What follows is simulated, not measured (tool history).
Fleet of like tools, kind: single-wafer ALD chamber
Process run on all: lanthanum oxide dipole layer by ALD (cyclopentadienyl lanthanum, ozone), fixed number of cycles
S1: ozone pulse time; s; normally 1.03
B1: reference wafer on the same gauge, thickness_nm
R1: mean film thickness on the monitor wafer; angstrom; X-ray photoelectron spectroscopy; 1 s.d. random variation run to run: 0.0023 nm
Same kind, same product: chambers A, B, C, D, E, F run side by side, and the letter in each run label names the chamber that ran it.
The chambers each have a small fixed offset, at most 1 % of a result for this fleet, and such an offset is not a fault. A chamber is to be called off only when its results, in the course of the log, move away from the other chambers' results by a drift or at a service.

Run 1D, day 0.158: usual settings; B1 0.46078. Result: R1 5.0689 angstrom.
Run 2E, day 0.325: usual settings; B1 0.46075. Result: R1 5.0352 angstrom.
Run 3F, day 0.508: usual settings; B1 0.46143. Result: R1 5.0255 angstrom.
At day 0.571: chamber A: ozone generator serviced.
Run 4A, day 0.646: usual settings; B1 0.46081. Result: R1 5.0114 angstrom.
Run 5C, day 0.850: usual settings; B1 0.46102. Result: R1 5.0387 angstrom.
Run 6B, day 1.021: usual settings; B1 0.46066. Result: R1 5.0742 angstrom.
Run 7E, day 1.125: usual settings; B1 0.46100. Result: R1 4.9750 angstrom.
Run 8A, day 1.333: usual settings but S1 0.87 s; B1 0.46084. Result: R1 4.7461 angstrom.
Run 9F, day 1.425: usual settings but S1 0.87 s; B1 0.46087. Result: R1 4.7629 angstrom.
Run 10B, day 1.592: usual settings but S1 0.87 s; B1 0.46067. Result: R1 4.7816 angstrom.
Run 11D, day 1.692: usual settings but S1 0.87 s; B1 0.46039. Result: R1 4.7553 angstrom.
Run 12C, day 1.900: usual settings but S1 0.87 s; B1 0.46114. Result: R1 4.7891 angstrom.
Run 13B, day 2.029: usual settings but S1 0.87 s; B1 0.46050. Result: R1 4.8173 angstrom.
Run 14C, day 2.212: usual settings; B1 0.46118. Result: R1 5.0748 angstrom.
Run 15F, day 2.329: usual settings; B1 0.46120. Result: R1 5.0454 angstrom.
Run 16E, day 2.479: usual settings; B1 0.46114. Result: R1 5.0146 angstrom.
Run 17D, day 2.608: usual settings; B1 0.46083. Result: R1 5.0273 angstrom.
Run 18A, day 2.750: usual settings but S1 1.20 s; B1 0.46086. Result: R1 5.2165 angstrom.
Run 19B, day 2.888: usual settings but S1 1.20 s; B1 0.46088. Result: R1 5.2644 angstrom.
Run 20D, day 3.075: usual settings but S1 1.20 s; B1 0.46068. Result: R1 5.2663 angstrom.
At day 3.079: chamber F: ozone generator serviced.
Run 21F, day 3.183: usual settings but S1 1.20 s; B1 0.46106. Result: R1 5.2497 angstrom.
Run 22C, day 3.296: usual settings but S1 1.20 s; B1 0.46065. Result: R1 5.2532 angstrom.
Run 23E, day 3.454: usual settings but S1 1.20 s; B1 0.46060. Result: R1 5.2023 angstrom.
Run 24A, day 3.554: usual settings; B1 0.46101. Result: R1 4.9813 angstrom.
Run 25B, day 3.704: usual settings; B1 0.46106. Result: R1 5.0891 angstrom.
Run 26F, day 3.833: usual settings; B1 0.46115. Result: R1 5.0317 angstrom.
Run 27D, day 3.958: usual settings; B1 0.46123. Result: R1 5.0486 angstrom.
Run 28A, day 4.088: usual settings but S1 0.64 s; B1 0.46111. Result: R1 4.0945 angstrom.
Run 29E, day 4.254: usual settings but S1 0.64 s; B1 0.46096. Result: R1 4.1177 angstrom.
Run 30C, day 4.471: usual settings but S1 0.64 s; B1 0.46103. Result: R1 4.1702 angstrom.
Run 31B, day 4.662: usual settings but S1 0.64 s; B1 0.46104. Result: R1 4.2005 angstrom.
Run 32E, day 4.767: usual settings but S1 0.64 s; B1 0.46102. Result: R1 4.1331 angstrom.
Run 33D, day 4.979: usual settings but S1 0.64 s; B1 0.46141. Result: R1 4.1799 angstrom.
Run 34A, day 5.088: usual settings; B1 0.46040. Result: R1 5.0497 angstrom.
Run 35C, day 5.188: usual settings; B1 0.46062. Result: R1 5.0801 angstrom.
Run 36F, day 5.354: usual settings; B1 0.46097. Result: R1 5.0198 angstrom.

Predict what each chamber gives when all 6 of them run the settings below next.
Run 37A, day 5.508: usual settings. Result: R1 ?.
Run 37B, day 5.508: usual settings. Result: R1 ?.
Run 37C, day 5.508: usual settings. Result: R1 ?.
Run 37D, day 5.508: usual settings. Result: R1 ?.
Run 37E, day 5.508: usual settings. Result: R1 ?.
Run 37F, day 5.508: usual settings. Result: R1 ?.

run      R1
37A  5.0175
37B  5.0971
37C  5.0659
37D  5.0445
37E  5.0333
37F  5.0214

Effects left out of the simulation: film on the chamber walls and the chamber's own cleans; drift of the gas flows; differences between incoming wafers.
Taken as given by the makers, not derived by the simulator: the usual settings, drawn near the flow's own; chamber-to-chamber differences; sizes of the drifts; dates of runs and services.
